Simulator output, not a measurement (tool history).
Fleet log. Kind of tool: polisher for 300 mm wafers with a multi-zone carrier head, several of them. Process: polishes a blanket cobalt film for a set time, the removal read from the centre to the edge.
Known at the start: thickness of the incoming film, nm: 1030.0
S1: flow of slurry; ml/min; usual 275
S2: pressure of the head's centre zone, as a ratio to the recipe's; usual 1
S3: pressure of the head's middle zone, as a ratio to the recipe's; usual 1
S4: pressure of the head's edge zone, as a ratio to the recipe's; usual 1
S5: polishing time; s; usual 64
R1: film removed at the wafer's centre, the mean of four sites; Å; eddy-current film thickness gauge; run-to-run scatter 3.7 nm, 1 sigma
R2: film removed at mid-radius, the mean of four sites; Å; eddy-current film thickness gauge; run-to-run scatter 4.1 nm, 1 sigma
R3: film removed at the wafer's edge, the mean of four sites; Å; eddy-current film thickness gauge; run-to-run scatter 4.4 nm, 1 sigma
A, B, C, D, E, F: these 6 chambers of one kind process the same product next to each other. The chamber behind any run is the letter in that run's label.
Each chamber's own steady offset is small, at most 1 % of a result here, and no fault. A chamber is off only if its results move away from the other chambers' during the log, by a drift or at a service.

run	hour	S1	S2	S3	S4	S5	R1	R2	R3
# hour 2.3: chamber B: edge zone pressure recalibrated
# hour 2.6: chamber E: worn pad replaced by a new one
1B	6.8	275	1	1	1	64	3172.6	3115	3240.9
# hour 10.1: chamber C: worn pad replaced by a new one
2C	11.9	275	1	1	1	64	3164.7	3113.1	3093.3
3F	18.8	275	1	1	1	64	3153.6	3196.9	3184.7
4A	24.7	275	1	1	1	64	3186.2	3097.9	3197.9
5E	34.5	275	1	1	1	64	3186	3185.6	3113.3
# hour 37.9: chamber B: centre zone pressure recalibrated
6D	43.8	275	1	1	1	64	3190.3	3130.3	3167
7B	49.6	275	1	1	1	64	3195.6	3104.3	3131.7
# hour 53.7: chamber D: worn pad replaced by a new one
8F	60	275	1	1	1	64	3143.2	3091.7	3145.7
# hour 60.2: chamber B: slurry nozzle cleaned
# hour 64.9: chamber E: slurry nozzle cleaned
9A	68.2	275	1.05	1	0.88	64	3439.8	3161.2	2969.7
# hour 76.4: chamber F: worn pad replaced by a new one
10D	78.5	275	1.05	1	0.88	64	3308.3	3215.9	3018.3
# hour 79.2: chamber A: worn pad replaced by a new one
# hour 82.7: chamber C: edge zone pressure recalibrated
11E	88.3	275	1.05	1	0.88	64	3358.4	3185.6	2945.4
# hour 90.5: chamber C: worn pad replaced by a new one
# hour 93.4: chamber B: worn pad replaced by a new one
12C	95.3	275	1.05	1	0.88	64	3373.1	3066.2	2866.2
13E	100.8	275	1.05	1	0.88	64	3346.1	3244.6	2999
14A	108.5	275	1.05	1	0.88	64	3366.8	3125.8	3022
15B	117.7	275	1	1	1	64	3190	3152.6	3124.3
# hour 120.2: chamber F: slurry nozzle cleaned
16C	125.8	235	1.04	1	1	64	3262.6	3123.2	3093.6
# hour 130.9: chamber D: worn pad replaced by a new one
17D	132.5	235	1.04	1	1	64	3261	3155.5	3101.8
18F	138.8	235	1.04	1	1	64	3153.2	3121.9	3128.1
19D	150	235	1.04	1	1	64	3268.8	3072.4	3198.6
# hour 153.6: chamber A: worn pad replaced by a new one
20C	160.4	235	1.04	1	1	64	3203.2	3123.1	3063.5
21E	165.7	235	1.04	1	1	64	3223.9	3083.9	3118.5
# hour 172.6: chamber E: worn pad replaced by a new one
22A	175.4	325	1	1	1	79	3985.9	3953.4	4040.7
# hour 176.7: chamber D: slurry nozzle cleaned
23F	185	325	1	1	1	79	4060.2	3907.5	3981.1
# hour 188.9: chamber C: worn pad replaced by a new one
24B	190.3	325	1	1	1	79	4035	3925.1	3922
25E	199	325	1	1	1	79	3927.4	4015.3	3886.6
26B	209.2	325	1	1	1	79	3936.5	3919.5	3851.9
27A	217.4	325	1	1	1	79	3908.9	4006.5	3958
28C	223.9	275	1	0.89	1	53	2604	2310.9	2586.9
# hour 226.1: chamber D: worn pad replaced by a new one
29D	229.6	275	1	0.89	1	53	2633.3	2372.6	2645
# hour 229.8: chamber A: centre zone pressure recalibrated
# hour 231: chamber A: worn pad replaced by a new one
# hour 232.7: chamber C: slurry nozzle cleaned
30F	234.5	275	1	0.89	1	53	2614	2370	2559.1
31B	241.8	275	1	0.89	1	53	2595.2	2399.3	2559
# hour 243.1: chamber F: worn pad replaced by a new one
32D	253.2	275	1	0.89	1	53	2622.3	2352.5	2625.4
# hour 253.7: chamber B: worn pad replaced by a new one
33A	262.5	275	1	0.89	1	53	2612.7	2366.8	2576.1
34E	270	275	1	1	1	64	3149.3	3166.8	3178.4
# hour 273.8: chamber C: worn pad replaced by a new one
35C	278.4	275	1	1	1	64	3180.3	3183.8	3120.5
36F	286.2	275	1	1	1	64	3155.9	3153	3084.2
37B	295	275	1.08	1.08	1	64	3466	3389.5	3176.9

Is one chamber off against the others, does the gauge drift, or is nothing wrong? If a chamber is off, say which, and what the likeliest cause is.

All chambers stay in line apart from their small fixed offsets, and the gauge does not drift.

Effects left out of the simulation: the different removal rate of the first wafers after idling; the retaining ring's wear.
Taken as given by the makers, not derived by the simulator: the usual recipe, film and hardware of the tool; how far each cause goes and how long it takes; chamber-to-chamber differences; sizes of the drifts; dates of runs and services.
